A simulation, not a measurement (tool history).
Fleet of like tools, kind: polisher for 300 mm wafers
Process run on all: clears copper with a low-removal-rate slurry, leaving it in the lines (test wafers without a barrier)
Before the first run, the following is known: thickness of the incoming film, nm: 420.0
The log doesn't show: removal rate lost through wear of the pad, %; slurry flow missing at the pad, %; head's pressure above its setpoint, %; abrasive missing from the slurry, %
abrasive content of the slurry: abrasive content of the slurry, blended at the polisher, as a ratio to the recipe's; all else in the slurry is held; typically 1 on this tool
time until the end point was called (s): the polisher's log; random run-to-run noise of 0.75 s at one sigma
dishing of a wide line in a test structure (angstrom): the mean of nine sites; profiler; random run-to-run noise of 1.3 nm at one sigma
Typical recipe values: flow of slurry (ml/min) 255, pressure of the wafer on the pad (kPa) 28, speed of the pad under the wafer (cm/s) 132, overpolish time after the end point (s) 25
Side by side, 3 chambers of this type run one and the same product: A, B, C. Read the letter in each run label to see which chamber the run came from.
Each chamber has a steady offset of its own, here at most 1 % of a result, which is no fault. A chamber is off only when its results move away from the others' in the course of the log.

run	hour	flow of slurry (ml/min)	pressure of the wafer on the pad (kPa)	speed of the pad under the wafer (cm/s)	abrasive content of the slurry	overpolish time after the end point (s)	wafers polished on this pad	hours since the slurry nozzle was cleaned	hours since the head pressure was calibrated	hours since the slurry blender was calibrated	time until the end point was called (s)	dishing of a wide line in a test structure (angstrom)
1A	11.6	255	28	132	1	25	462	300.2	220.7	269.4	69.959	818.6
2B	22.6	255	28	132	1	25	413	398.2	516.3	84.9	68.137	816.61
3C	34.8	255	28	132	1	25	1088	233.4	952.1	152.6	69.261	833.34
4B	42.9	255	28	132	1	25	561	418.5	536.6	105.2	69.298	825.82
# hour 57.3: chamber C: worn pad replaced by a new one
5C	58	255	28	132	1	25	5	256.6	975.3	175.8	69.043	814.69
6A	69.5	255	28	132	1	25	882	358.1	278.6	327.3	70.386	808.88
7C	84.3	255	28	132	1	25	196	282.9	1001.6	202.1	68.62	810.32
# hour 86.3: chamber B: slurry blender recalibrated
8B	97.3	255	28	132	1	25	955	472.9	591	11	70.424	805.81
9A	107.9	255	28	132	1	25	1161	396.5	317	365.7	69.222	836.12
# hour 115.3: chamber C: slurry nozzle cleaned
10C	121	255	28	132	1	25	462	5.7	1038.3	238.8	68.781	818.18
# hour 134.2: chamber C: slurry blender recalibrated
# hour 135.1: chamber A: worn pad replaced by a new one
# hour 135.4: chamber C: head pressure recalibrated
11B	135.4	255	28	132	1	25	1232	511	629.1	49.1	71.942	794.9
# hour 140.1: chamber A: slurry blender recalibrated
12A	145.4	255	28	132	1	25	75	434	354.5	5.4	69.621	814.21
13C	152.4	255	28	132	1	25	690	37.1	17.1	18.2	70.594	834.03
14A	160.5	255	28	132	1	25	184	449.1	369.6	20.5	70.855	846.72
15B	174.6	255	28	132	1	25	1516	550.2	668.3	88.3	71.49	782.48
16A	185	255	28	132	1	25	362	473.6	394.1	45	68.994	840.43
17B	198.7	255	28	132	1	25	1691	574.3	692.4	112.4	74.292	792.41
18C	211.1	255	28	132	1	25	1116	95.8	75.8	76.9	70.111	837.76
19A	219.1	255	28	132	1	25	610	507.7	428.2	79.1	70.01	834.45
20B	231.1	255	28	132	1	25	1926	606.7	724.8	144.8	74.259	785.51
# hour 233.7: chamber C: worn pad replaced by a new one
21C	243.8	205	28	132	1	25	73	128.5	108.5	109.6	70.976	832.38
22B	258.7	205	28	132	1	25	2127	634.3	752.4	172.4	77.107	744.25
# hour 271.1: chamber A: slurry nozzle cleaned
23A	272.7	205	28	132	1	25	999	1.6	481.8	132.7	71.007	810.04
24C	286.3	255	28	162	0.8	25	382	171	151	152.1	59.727	909.28
25C	298.9	255	28	162	0.8	25	473	183.6	163.6	164.7	59.061	914.88

Does one chamber stand apart from the rest, does the shared gauge drift, or is all well apart from small per-chamber offsets? Give the chamber and the most likely cause, where there is one.

Little by little, chamber B moves away from the other chambers.
Likeliest cause: removal rate lost through wear of the pad, % = 8.97.
With only this log, it may be confused with: head's pressure below its setpoint, %.

Which of the 4 candidates below, each the usual settings with something changed and its results left as question marks, puts chamber B back in line with what the other chambers give on the usual settings?
In line here means within this much of the mean the other chambers give on the usual settings: time until the end point was called (s) 2.6; dishing of a wide line in a test structure (angstrom) 44
26B-1	310.1	255	26.9	126	1	25					?	?
26B-2	310.1	255	29	138	1	25					?	?
26B-3	310.1	255	29.6	142	1	26					?	?
26B-4	310.1	255	25.5	122	1	25					?	?

What the other chambers average on the usual settings: time until the end point was called (s) 69.616; dishing of a wide line in a test structure (angstrom) 818.86
run	time until the end point was called (s)	dishing of a wide line in a test structure (angstrom)
26B-1	81.508	728.47
26B-2	69.076	817.03
26B-3	65.561	866.63
26B-4	88.717	684.46
The answer is 26B-2, which returns the chamber to within the allowed miss of the others.
